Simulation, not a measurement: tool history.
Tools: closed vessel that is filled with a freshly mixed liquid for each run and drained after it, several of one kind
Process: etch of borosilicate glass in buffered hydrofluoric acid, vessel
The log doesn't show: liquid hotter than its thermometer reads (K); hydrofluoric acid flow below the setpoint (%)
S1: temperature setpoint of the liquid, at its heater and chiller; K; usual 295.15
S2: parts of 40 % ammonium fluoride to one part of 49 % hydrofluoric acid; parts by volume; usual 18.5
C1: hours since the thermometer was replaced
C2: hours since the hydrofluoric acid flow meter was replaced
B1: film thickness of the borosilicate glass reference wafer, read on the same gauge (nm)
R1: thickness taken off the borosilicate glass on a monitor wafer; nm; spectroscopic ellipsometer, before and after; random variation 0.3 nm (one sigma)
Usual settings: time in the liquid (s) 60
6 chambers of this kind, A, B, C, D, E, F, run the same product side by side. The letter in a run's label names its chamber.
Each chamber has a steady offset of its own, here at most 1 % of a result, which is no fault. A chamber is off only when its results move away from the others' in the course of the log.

{"hour": 5.4, "done": "chamber B: thermometer replaced"}
{"run": "1F", "hour": 13.2, "S1": 295.15, "S2": 18.5, "time in the liquid (s)": 60, "C1": 968.7, "C2": 148.4, "B1": 60.015, "R1": 36.736}
{"hour": 13.4, "done": "chamber A: hydrofluoric acid flow meter replaced"}
{"run": "2E", "hour": 28.8, "S1": 295.15, "S2": 18.5, "time in the liquid (s)": 60, "C1": 334.9, "C2": 366.7, "B1": 60.008, "R1": 36.322}
{"run": "3A", "hour": 41.2, "S1": 295.15, "S2": 18.5, "time in the liquid (s)": 60, "C1": 384.2, "C2": 27.8, "B1": 60, "R1": 37.118}
{"run": "4D", "hour": 51.3, "S1": 295.15, "S2": 18.5, "time in the liquid (s)": 60, "C1": 646.2, "C2": 1229.9, "B1": 60.003, "R1": 36.818}
{"run": "5C", "hour": 61.9, "S1": 295.15, "S2": 15, "time in the liquid (s)": 60, "C1": 224.4, "C2": 393.3, "B1": 60.013, "R1": 44.883}
{"run": "6B", "hour": 75.6, "S1": 295.15, "S2": 15, "time in the liquid (s)": 60, "C1": 70.3, "C2": 274.5, "B1": 60.009, "R1": 45.212}
{"run": "7F", "hour": 83.8, "S1": 295.15, "S2": 15, "time in the liquid (s)": 60, "C1": 1039.3, "C2": 219, "B1": 60.005, "R1": 45.184}
{"run": "8D", "hour": 91.2, "S1": 295.15, "S2": 15, "time in the liquid (s)": 60, "C1": 686.1, "C2": 1269.8, "B1": 59.993, "R1": 45.005}
{"run": "9C", "hour": 103.6, "S1": 295.15, "S2": 15, "time in the liquid (s)": 60, "C1": 266.1, "C2": 435, "B1": 59.989, "R1": 45.649}
{"run": "10B", "hour": 114.4, "S1": 295.15, "S2": 15, "time in the liquid (s)": 60, "C1": 109.1, "C2": 313.3, "B1": 59.98, "R1": 44.796}
{"run": "11A", "hour": 122.2, "S1": 295.15, "S2": 18.5, "time in the liquid (s)": 60, "C1": 465.2, "C2": 108.8, "B1": 60.012, "R1": 36.748}
{"run": "12E", "hour": 134.6, "S1": 295.15, "S2": 18.5, "time in the liquid (s)": 60, "C1": 440.7, "C2": 472.5, "B1": 59.994, "R1": 36.259}
{"run": "13B", "hour": 150.5, "S1": 295.15, "S2": 18.5, "time in the liquid (s)": 60, "C1": 145.2, "C2": 349.4, "B1": 59.984, "R1": 36.762}
{"run": "14A", "hour": 165.1, "S1": 295.15, "S2": 18.5, "time in the liquid (s)": 60, "C1": 508.1, "C2": 151.7, "B1": 59.988, "R1": 36.524}
{"run": "15D", "hour": 177.4, "S1": 295.15, "S2": 18.5, "time in the liquid (s)": 60, "C1": 772.3, "C2": 1356, "B1": 60.025, "R1": 36.649}
{"run": "16E", "hour": 192.2, "S1": 295.15, "S2": 18.5, "time in the liquid (s)": 60, "C1": 498.3, "C2": 530.1, "B1": 60.007, "R1": 36.875}
{"run": "17F", "hour": 205.6, "S1": 295.15, "S2": 18.5, "time in the liquid (s)": 60, "C1": 1161.1, "C2": 340.8, "B1": 59.989, "R1": 36.875}
{"run": "18C", "hour": 221.7, "S1": 295.15, "S2": 18.5, "time in the liquid (s)": 60, "C1": 384.2, "C2": 553.1, "B1": 59.982, "R1": 37.269}
{"run": "19F", "hour": 236.4, "S1": 295.15, "S2": 18.5, "time in the liquid (s)": 60, "C1": 1191.9, "C2": 371.6, "B1": 59.993, "R1": 36.869}
{"run": "20C", "hour": 248.4, "S1": 295.15, "S2": 18.5, "time in the liquid (s)": 60, "C1": 410.9, "C2": 579.8, "B1": 59.984, "R1": 36.747}
{"run": "21A", "hour": 256.3, "S1": 295.15, "S2": 18.5, "time in the liquid (s)": 45, "C1": 599.3, "C2": 242.9, "B1": 59.999, "R1": 27.51}
{"run": "22B", "hour": 263.4, "S1": 295.15, "S2": 18.5, "time in the liquid (s)": 45, "C1": 258.1, "C2": 462.3, "B1": 60.01, "R1": 27.827}
{"run": "23E", "hour": 273.1, "S1": 295.15, "S2": 18.5, "time in the liquid (s)": 45, "C1": 579.2, "C2": 611, "B1": 60.014, "R1": 27.396}
{"run": "24D", "hour": 281.4, "S1": 295.15, "S2": 18.5, "time in the liquid (s)": 45, "C1": 876.3, "C2": 1460, "B1": 60.005, "R1": 28.627}
{"run": "25E", "hour": 291.6, "S1": 295.15, "S2": 18.5, "time in the liquid (s)": 45, "C1": 597.7, "C2": 629.5, "B1": 60.003, "R1": 27.509}
{"run": "26D", "hour": 307.6, "S1": 295.15, "S2": 18.5, "time in the liquid (s)": 45, "C1": 902.5, "C2": 1486.2, "B1": 60.001, "R1": 29.084}
{"run": "27B", "hour": 315.7, "S1": 295.15, "S2": 18.5, "time in the liquid (s)": 60, "C1": 310.4, "C2": 514.6, "B1": 60.006, "R1": 36.809}
{"run": "28C", "hour": 331.9, "S1": 295.15, "S2": 18.5, "time in the liquid (s)": 60, "C1": 494.4, "C2": 663.3, "B1": 59.993, "R1": 37.13}
{"hour": 335.1, "done": "chamber C: hydrofluoric acid flow meter replaced"}
{"hour": 336.8, "done": "chamber E: thermometer replaced"}
{"run": "29A", "hour": 343.4, "S1": 295.15, "S2": 18.5, "time in the liquid (s)": 60, "C1": 686.4, "C2": 330, "B1": 59.997, "R1": 36.495}
{"run": "30F", "hour": 352.9, "S1": 295.15, "S2": 18.5, "time in the liquid (s)": 60, "C1": 1308.4, "C2": 488.1, "B1": 60.011, "R1": 36.39}
{"run": "31C", "hour": 362.4, "S1": 295.15, "S2": 18.5, "time in the liquid (s)": 60, "C1": 524.9, "C2": 27.4, "B1": 60.007, "R1": 36.8}
{"run": "32D", "hour": 375.0, "S1": 295.15, "S2": 18.5, "time in the liquid (s)": 60, "C1": 969.9, "C2": 1553.6, "B1": 60.007, "R1": 38.883}
{"run": "33B", "hour": 385.0, "S1": 295.15, "S2": 18.5, "time in the liquid (s)": 60, "C1": 379.7, "C2": 583.9, "B1": 59.989, "R1": 36.443}
{"run": "34E", "hour": 396.2, "S1": 295.15, "S2": 18.5, "time in the liquid (s)": 60, "C1": 59.5, "C2": 734.1, "B1": 60.01, "R1": 36.007}
{"run": "35A", "hour": 405.7, "S1": 295.15, "S2": 18.5, "time in the liquid (s)": 50, "C1": 748.7, "C2": 392.3, "B1": 59.995, "R1": 30.666}
{"run": "36F", "hour": 412.6, "S1": 295.15, "S2": 18.5, "time in the liquid (s)": 50, "C1": 1368.1, "C2": 547.8, "B1": 60.013, "R1": 30.618}
{"run": "37F", "hour": 423.1, "S1": 295.15, "S2": 18.5, "time in the liquid (s)": 50, "C1": 1378.6, "C2": 558.3, "B1": 60.007, "R1": 30.657}
{"run": "38D", "hour": 439.1, "S1": 295.15, "S2": 18.5, "time in the liquid (s)": 50, "C1": 1034, "C2": 1617.7, "B1": 59.989, "R1": 33.609}
{"run": "39C", "hour": 451.6, "S1": 295.15, "S2": 18.5, "time in the liquid (s)": 50, "C1": 614.1, "C2": 116.6, "B1": 60.005, "R1": 31.369}
{"run": "40A", "hour": 460.7, "S1": 295.15, "S2": 18.5, "time in the liquid (s)": 50, "C1": 803.7, "C2": 447.3, "B1": 59.985, "R1": 30.385}
{"run": "41E", "hour": 476.5, "S1": 295.15, "S2": 18.5, "time in the liquid (s)": 60, "C1": 139.8, "C2": 814.4, "B1": 59.979, "R1": 36.843}
{"run": "42B", "hour": 486.0, "S1": 295.15, "S2": 18.5, "time in the liquid (s)": 60, "C1": 480.7, "C2": 684.9, "B1": 59.995, "R1": 36.696}

Is one chamber off against the others, does the gauge drift, or is nothing wrong? If a chamber is off, say which, and what the likeliest cause is.

Chamber D drifts away from the others.
Cause: liquid hotter than its thermometer reads (K) = 2.07.
The log may not tell that from: hydrofluoric acid flow above the setpoint (%).

Here are 4 candidates for chamber D's next run, each the usual settings with a change, their results left as question marks. Which one brings its results back in line with what the others give on the usual settings?
In line means no further than this from the other chambers' mean on the usual settings: R1 1.1 nm
{"run": "43D-1", "hour": 497.6, "S1": 294.65, "S2": 18.5, "time in the liquid (s)": 55, "R1": "?"}
{"run": "43D-2", "hour": 497.6, "S1": 294.15, "S2": 18.5, "time in the liquid (s)": 50, "R1": "?"}
{"run": "43D-3", "hour": 497.6, "S1": 295.15, "S2": 18, "time in the liquid (s)": 65, "R1": "?"}
{"run": "43D-4", "hour": 497.6, "S1": 299.65, "S2": 18.5, "time in the liquid (s)": 60, "R1": "?"}

The other chambers' mean on the usual settings: R1 36.663 nm
run=43D-1 R1=36.557
run=43D-2 R1=32.366
run=43D-3 R1=45.624
run=43D-4 R1=51.832
43D-1 brings the chamber back in line.

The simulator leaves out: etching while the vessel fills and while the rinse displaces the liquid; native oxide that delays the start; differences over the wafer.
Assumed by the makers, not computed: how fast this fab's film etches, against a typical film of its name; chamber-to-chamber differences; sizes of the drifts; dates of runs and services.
